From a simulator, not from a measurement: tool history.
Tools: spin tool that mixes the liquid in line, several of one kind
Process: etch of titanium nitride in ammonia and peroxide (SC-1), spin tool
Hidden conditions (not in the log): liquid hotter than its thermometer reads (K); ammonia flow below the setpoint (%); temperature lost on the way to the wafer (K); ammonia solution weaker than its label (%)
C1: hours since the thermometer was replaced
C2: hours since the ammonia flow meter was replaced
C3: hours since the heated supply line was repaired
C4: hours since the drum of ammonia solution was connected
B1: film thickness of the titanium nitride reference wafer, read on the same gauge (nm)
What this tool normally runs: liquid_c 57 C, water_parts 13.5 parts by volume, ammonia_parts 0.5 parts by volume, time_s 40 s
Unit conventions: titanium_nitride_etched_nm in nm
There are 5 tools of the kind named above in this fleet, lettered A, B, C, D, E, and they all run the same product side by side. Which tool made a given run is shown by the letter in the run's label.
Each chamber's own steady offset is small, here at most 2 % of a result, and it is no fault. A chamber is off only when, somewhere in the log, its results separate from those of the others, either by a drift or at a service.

Run 1B, hour 7.3: usual settings; C1 254.4; C2 403.6; C3 1518.5; C4 473.8; B1 79.99. Result: titanium_nitride_etched_nm 6.1246 nm.
Run 2A, hour 15.1: usual settings; C1 1058.1; C2 892.2; C3 2122.8; C4 428.6; B1 79.988. Result: titanium_nitride_etched_nm 6.2224 nm.
Run 3E, hour 26: usual settings; C1 1532.9; C2 121; C3 2021.1; C4 808.9; B1 80.003. Result: titanium_nitride_etched_nm 6.0614 nm.
Run 4C, hour 32.6: usual settings; C1 848.8; C2 842.7; C3 434.1; C4 258.4; B1 79.989. Result: titanium_nitride_etched_nm 6.1397 nm.
Run 5D, hour 40.9: usual settings; C1 522.6; C2 131.2; C3 598.6; C4 409.7; B1 80.008. Result: titanium_nitride_etched_nm 6.1213 nm.
Run 6D, hour 51.3: usual settings; C1 533; C2 141.6; C3 609; C4 420.1; B1 79.995. Result: titanium_nitride_etched_nm 6.2166 nm.
At hour 53.3: chamber A: new drum of ammonia solution connected.
Run 7E, hour 62.2: usual settings; C1 1569.1; C2 157.2; C3 2057.3; C4 845.1; B1 80.014. Result: titanium_nitride_etched_nm 6.1105 nm.
Run 8A, hour 71.1: usual settings; C1 1114.1; C2 948.2; C3 2178.8; C4 17.8; B1 79.991. Result: titanium_nitride_etched_nm 6.0951 nm.
Run 9B, hour 81.9: usual settings but liquid_c 52 C, water_parts 10 parts by volume; C1 329; C2 478.2; C3 1593.1; C4 548.4; B1 79.998. Result: titanium_nitride_etched_nm 5.1958 nm.
Run 10C, hour 90.9: usual settings but liquid_c 52 C, water_parts 10 parts by volume; C1 907.1; C2 901; C3 492.4; C4 316.7; B1 79.983. Result: titanium_nitride_etched_nm 5.2014 nm.
Run 11E, hour 100.3: usual settings but liquid_c 52 C, water_parts 10 parts by volume; C1 1607.2; C2 195.3; C3 2095.4; C4 883.2; B1 80.007. Result: titanium_nitride_etched_nm 5.0284 nm.
Run 12A, hour 105.9: usual settings but liquid_c 52 C, water_parts 10 parts by volume; C1 1148.9; C2 983; C3 2213.6; C4 52.6; B1 80.006. Result: titanium_nitride_etched_nm 5.16 nm.
Run 13C, hour 116: usual settings but liquid_c 52 C, water_parts 10 parts by volume; C1 932.2; C2 926.1; C3 517.5; C4 341.8; B1 80. Result: titanium_nitride_etched_nm 5.3707 nm.
Run 14D, hour 127.1: usual settings; C1 608.8; C2 217.4; C3 684.8; C4 495.9; B1 79.999. Result: titanium_nitride_etched_nm 6.2056 nm.
Run 15B, hour 135.7: usual settings; C1 382.8; C2 532; C3 1646.9; C4 602.2; B1 79.999. Result: titanium_nitride_etched_nm 6.077 nm.
Run 16D, hour 143.9: usual settings but water_parts 11.5 parts by volume; C1 625.6; C2 234.2; C3 701.6; C4 512.7; B1 80.021. Result: titanium_nitride_etched_nm 6.7632 nm.
Run 17C, hour 150.6: usual settings but water_parts 11.5 parts by volume; C1 966.8; C2 960.7; C3 552.1; C4 376.4; B1 80.013. Result: titanium_nitride_etched_nm 7.0414 nm.
At hour 153: chamber E: heated supply line repaired.
Run 18B, hour 160.8: usual settings but water_parts 11.5 parts by volume; C1 407.9; C2 557.1; C3 1672; C4 627.3; B1 80.007. Result: titanium_nitride_etched_nm 6.6988 nm.
Run 19E, hour 167.9: usual settings but water_parts 11.5 parts by volume; C1 1674.8; C2 262.9; C3 14.9; C4 950.8; B1 79.968. Result: titanium_nitride_etched_nm 6.5703 nm.
Run 20A, hour 173.1: usual settings but water_parts 11.5 parts by volume; C1 1216.1; C2 1050.2; C3 2280.8; C4 119.8; B1 80.016. Result: titanium_nitride_etched_nm 6.7636 nm.
Run 21E, hour 178.7: usual settings; C1 1685.6; C2 273.7; C3 25.7; C4 961.6; B1 80.018. Result: titanium_nitride_etched_nm 6.0526 nm.
Run 22D, hour 186.8: usual settings; C1 668.5; C2 277.1; C3 744.5; C4 555.6; B1 80.001. Result: titanium_nitride_etched_nm 6.1449 nm.
Run 23A, hour 196.8: usual settings but ammonia_parts 0.35 parts by volume, time_s 25 s; C1 1239.8; C2 1073.9; C3 2304.5; C4 143.5; B1 79.984. Result: titanium_nitride_etched_nm 3.6141 nm.
Run 24C, hour 204: usual settings but ammonia_parts 0.35 parts by volume, time_s 25 s; C1 1020.2; C2 1014.1; C3 605.5; C4 429.8; B1 80.006. Result: titanium_nitride_etched_nm 3.8892 nm.
Run 25B, hour 210.5: usual settings but ammonia_parts 0.35 parts by volume, time_s 25 s; C1 457.6; C2 606.8; C3 1721.7; C4 677; B1 79.998. Result: titanium_nitride_etched_nm 3.5995 nm.
Run 26B, hour 221.1: usual settings but ammonia_parts 0.35 parts by volume, time_s 25 s; C1 468.2; C2 617.4; C3 1732.3; C4 687.6; B1 80.005. Result: titanium_nitride_etched_nm 3.6241 nm.
Run 27A, hour 228.1: usual settings but ammonia_parts 0.35 parts by volume, time_s 25 s; C1 1271.1; C2 1105.2; C3 2335.8; C4 174.8; B1 79.985. Result: titanium_nitride_etched_nm 3.6163 nm.
At hour 231.1: chamber E: new drum of ammonia solution connected.
Run 28C, hour 233.5: usual settings; C1 1049.7; C2 1043.6; C3 635; C4 459.3; B1 80.004. Result: titanium_nitride_etched_nm 6.8361 nm.
Run 29D, hour 240.3: usual settings; C1 722; C2 330.6; C3 798; C4 609.1; B1 80.017. Result: titanium_nitride_etched_nm 6.1848 nm.
Run 30E, hour 247.5: usual settings; C1 1754.4; C2 342.5; C3 94.5; C4 16.5; B1 79.975. Result: titanium_nitride_etched_nm 6.1061 nm.
Run 31C, hour 253: usual settings; C1 1069.2; C2 1063.1; C3 654.5; C4 478.8; B1 80.002. Result: titanium_nitride_etched_nm 6.8967 nm.

Predict what each chamber gives when all 5 of them run the settings below next.
Run 32A, hour 261.2: usual settings but water_parts 7.5 parts by volume. Result: titanium_nitride_etched_nm ?.
Run 32B, hour 261.2: usual settings but water_parts 7.5 parts by volume. Result: titanium_nitride_etched_nm ?.
Run 32C, hour 261.2: usual settings but water_parts 7.5 parts by volume. Result: titanium_nitride_etched_nm ?.
Run 32D, hour 261.2: usual settings but water_parts 7.5 parts by volume. Result: titanium_nitride_etched_nm ?.
Run 32E, hour 261.2: usual settings but water_parts 7.5 parts by volume. Result: titanium_nitride_etched_nm ?.

run  titanium_nitride_etched_nm
32A                      8.3708
32B                      8.5206
32C                      9.4623
32D                      8.4001
32E                      8.3084
